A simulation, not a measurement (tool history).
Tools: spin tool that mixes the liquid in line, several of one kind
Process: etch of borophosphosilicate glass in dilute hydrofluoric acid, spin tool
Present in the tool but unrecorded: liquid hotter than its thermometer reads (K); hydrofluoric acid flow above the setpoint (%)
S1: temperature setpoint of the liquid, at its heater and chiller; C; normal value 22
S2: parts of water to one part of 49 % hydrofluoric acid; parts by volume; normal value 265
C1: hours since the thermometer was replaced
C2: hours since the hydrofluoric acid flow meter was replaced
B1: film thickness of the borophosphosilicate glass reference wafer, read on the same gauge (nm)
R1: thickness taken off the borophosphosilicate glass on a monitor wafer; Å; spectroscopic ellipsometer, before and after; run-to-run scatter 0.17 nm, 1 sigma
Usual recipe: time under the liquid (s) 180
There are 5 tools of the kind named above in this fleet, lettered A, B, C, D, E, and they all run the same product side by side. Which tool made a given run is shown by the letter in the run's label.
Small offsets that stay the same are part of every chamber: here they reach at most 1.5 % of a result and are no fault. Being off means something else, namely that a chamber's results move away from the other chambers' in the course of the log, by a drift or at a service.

{"run": "1D", "hour": 8.6, "S1": 22, "S2": 265, "time under the liquid (s)": 180, "C1": 2410.5, "C2": 1234.5, "B1": 39.975, "R1": 201.4}
{"run": "2C", "hour": 21.8, "S1": 22, "S2": 265, "time under the liquid (s)": 180, "C1": 1989.1, "C2": 24.8, "B1": 39.996, "R1": 201.41}
{"run": "3E", "hour": 33.1, "S1": 22, "S2": 265, "time under the liquid (s)": 180, "C1": 1531.7, "C2": 341.6, "B1": 40.01, "R1": 211.09}
{"run": "4B", "hour": 39.8, "S1": 22, "S2": 265, "time under the liquid (s)": 180, "C1": 604.7, "C2": 1362.6, "B1": 40.059, "R1": 203.85}
{"run": "5A", "hour": 51.0, "S1": 22, "S2": 265, "time under the liquid (s)": 180, "C1": 752.8, "C2": 1123.7, "B1": 39.94, "R1": 203.01}
{"run": "6A", "hour": 57.4, "S1": 22, "S2": 265, "time under the liquid (s)": 180, "C1": 759.2, "C2": 1130.1, "B1": 40.009, "R1": 202.26}
{"run": "7D", "hour": 66.3, "S1": 22, "S2": 265, "time under the liquid (s)": 180, "C1": 2468.2, "C2": 1292.2, "B1": 39.965, "R1": 204.46}
{"run": "8B", "hour": 77.1, "S1": 22, "S2": 265, "time under the liquid (s)": 180, "C1": 642.0, "C2": 1399.9, "B1": 39.992, "R1": 204.39}
{"run": "9C", "hour": 85.4, "S1": 22, "S2": 265, "time under the liquid (s)": 180, "C1": 2052.7, "C2": 88.4, "B1": 40.052, "R1": 204.21}
{"run": "10E", "hour": 92.3, "S1": 18, "S2": 265, "time under the liquid (s)": 180, "C1": 1590.9, "C2": 400.8, "B1": 40.02, "R1": 179.35}
{"run": "11E", "hour": 105.8, "S1": 18, "S2": 265, "time under the liquid (s)": 180, "C1": 1604.4, "C2": 414.3, "B1": 40.039, "R1": 177.79}
{"run": "12C", "hour": 117.8, "S1": 18, "S2": 265, "time under the liquid (s)": 180, "C1": 2085.1, "C2": 120.8, "B1": 40.018, "R1": 174.91}
{"run": "13A", "hour": 124.1, "S1": 18, "S2": 265, "time under the liquid (s)": 180, "C1": 825.9, "C2": 1196.8, "B1": 39.966, "R1": 174.08}
{"run": "14D", "hour": 137.5, "S1": 18, "S2": 265, "time under the liquid (s)": 180, "C1": 2539.4, "C2": 1363.4, "B1": 39.989, "R1": 177.4}
{"run": "15B", "hour": 145.7, "S1": 22, "S2": 265, "time under the liquid (s)": 180, "C1": 710.6, "C2": 1468.5, "B1": 40.01, "R1": 204.25}
{"run": "16D", "hour": 155.5, "S1": 22, "S2": 265, "time under the liquid (s)": 180, "C1": 2557.4, "C2": 1381.4, "B1": 40.002, "R1": 205.98}
{"run": "17C", "hour": 168.6, "S1": 22, "S2": 265, "time under the liquid (s)": 180, "C1": 2135.9, "C2": 171.6, "B1": 39.969, "R1": 202.28}
{"run": "18B", "hour": 180.1, "S1": 22, "S2": 265, "time under the liquid (s)": 180, "C1": 745.0, "C2": 1502.9, "B1": 39.964, "R1": 206.84}
{"run": "19E", "hour": 187.8, "S1": 22, "S2": 265, "time under the liquid (s)": 180, "C1": 1686.4, "C2": 496.3, "B1": 39.967, "R1": 208.82}
{"run": "20A", "hour": 198.3, "S1": 22, "S2": 265, "time under the liquid (s)": 180, "C1": 900.1, "C2": 1271.0, "B1": 39.995, "R1": 209.81}
{"run": "21E", "hour": 207.9, "S1": 22, "S2": 265, "time under the liquid (s)": 180, "C1": 1706.5, "C2": 516.4, "B1": 39.993, "R1": 206.3}
{"run": "22A", "hour": 219.3, "S1": 22, "S2": 265, "time under the liquid (s)": 180, "C1": 921.1, "C2": 1292.0, "B1": 39.99, "R1": 208.83}
{"run": "23C", "hour": 226.9, "S1": 22, "S2": 265, "time under the liquid (s)": 180, "C1": 2194.2, "C2": 229.9, "B1": 39.992, "R1": 201.41}
{"run": "24D", "hour": 234.7, "S1": 20, "S2": 150, "time under the liquid (s)": 180, "C1": 2636.6, "C2": 1460.6, "B1": 39.964, "R1": 372.22}
{"run": "25B", "hour": 248.3, "S1": 20, "S2": 150, "time under the liquid (s)": 180, "C1": 813.2, "C2": 1571.1, "B1": 39.939, "R1": 372.05}
{"run": "26E", "hour": 256.6, "S1": 20, "S2": 150, "time under the liquid (s)": 180, "C1": 1755.2, "C2": 565.1, "B1": 40.02, "R1": 387.92}
{"run": "27B", "hour": 270.0, "S1": 20, "S2": 150, "time under the liquid (s)": 180, "C1": 834.9, "C2": 1592.8, "B1": 39.995, "R1": 375.8}
{"run": "28A", "hour": 281.7, "S1": 20, "S2": 150, "time under the liquid (s)": 180, "C1": 983.5, "C2": 1354.4, "B1": 39.973, "R1": 382.36}
{"run": "29D", "hour": 293.5, "S1": 22, "S2": 265, "time under the liquid (s)": 180, "C1": 2695.4, "C2": 1519.4, "B1": 40.01, "R1": 205.2}
{"run": "30C", "hour": 303.8, "S1": 22, "S2": 265, "time under the liquid (s)": 180, "C1": 2271.1, "C2": 306.8, "B1": 40.013, "R1": 200.05}
{"run": "31A", "hour": 313.1, "S1": 22, "S2": 265, "time under the liquid (s)": 180, "C1": 1014.9, "C2": 1385.8, "B1": 39.986, "R1": 212.87}
{"run": "32C", "hour": 322.9, "S1": 22, "S2": 265, "time under the liquid (s)": 180, "C1": 2290.2, "C2": 325.9, "B1": 40.052, "R1": 201.45}
{"hour": 331.5, "done": "chamber E: thermometer replaced"}
{"run": "33D", "hour": 334.6, "S1": 22, "S2": 265, "time under the liquid (s)": 180, "C1": 2736.5, "C2": 1560.5, "B1": 40.011, "R1": 199.67}
{"run": "34E", "hour": 342.1, "S1": 22, "S2": 265, "time under the liquid (s)": 180, "C1": 10.7, "C2": 650.6, "B1": 40.014, "R1": 206.01}
{"run": "35B", "hour": 353.7, "S1": 22, "S2": 265, "time under the liquid (s)": 180, "C1": 918.6, "C2": 1676.5, "B1": 40.01, "R1": 208.43}
{"run": "36B", "hour": 364.8, "S1": 20, "S2": 265, "time under the liquid (s)": 180, "C1": 929.7, "C2": 1687.6, "B1": 39.979, "R1": 192.45}
{"run": "37D", "hour": 377.1, "S1": 20, "S2": 265, "time under the liquid (s)": 180, "C1": 2779.0, "C2": 1603.0, "B1": 40.034, "R1": 188.56}
{"run": "38A", "hour": 390.6, "S1": 20, "S2": 265, "time under the liquid (s)": 180, "C1": 1092.4, "C2": 1463.3, "B1": 39.979, "R1": 201.19}
{"run": "39C", "hour": 400.6, "S1": 20, "S2": 265, "time under the liquid (s)": 180, "C1": 2367.9, "C2": 403.6, "B1": 40.066, "R1": 187.04}
{"run": "40E", "hour": 410.7, "S1": 20, "S2": 265, "time under the liquid (s)": 180, "C1": 79.3, "C2": 719.2, "B1": 39.993, "R1": 195.64}
{"run": "41C", "hour": 419.6, "S1": 22, "S2": 265, "time under the liquid (s)": 180, "C1": 2386.9, "C2": 422.6, "B1": 39.995, "R1": 201.5}
{"run": "42A", "hour": 427.3, "S1": 22, "S2": 265, "time under the liquid (s)": 180, "C1": 1129.1, "C2": 1500.0, "B1": 40.012, "R1": 218.13}
{"run": "43E", "hour": 439.5, "S1": 22, "S2": 265, "time under the liquid (s)": 180, "C1": 108.1, "C2": 748.0, "B1": 40.006, "R1": 206.31}

Next, all 5 chambers run the settings below, one line each with question marks for the results. What does each chamber give?
{"run": "44A", "hour": 449.4, "S1": 22, "S2": 265, "time under the liquid (s)": 180, "R1": "?"}
{"run": "44B", "hour": 449.4, "S1": 22, "S2": 265, "time under the liquid (s)": 180, "R1": "?"}
{"run": "44C", "hour": 449.4, "S1": 22, "S2": 265, "time under the liquid (s)": 180, "R1": "?"}
{"run": "44D", "hour": 449.4, "S1": 22, "S2": 265, "time under the liquid (s)": 180, "R1": "?"}
{"run": "44E", "hour": 449.4, "S1": 22, "S2": 265, "time under the liquid (s)": 180, "R1": "?"}

run=44A R1=218.96
run=44B R1=204.38
run=44C R1=204.14
run=44D R1=206.62
run=44E R1=208.60
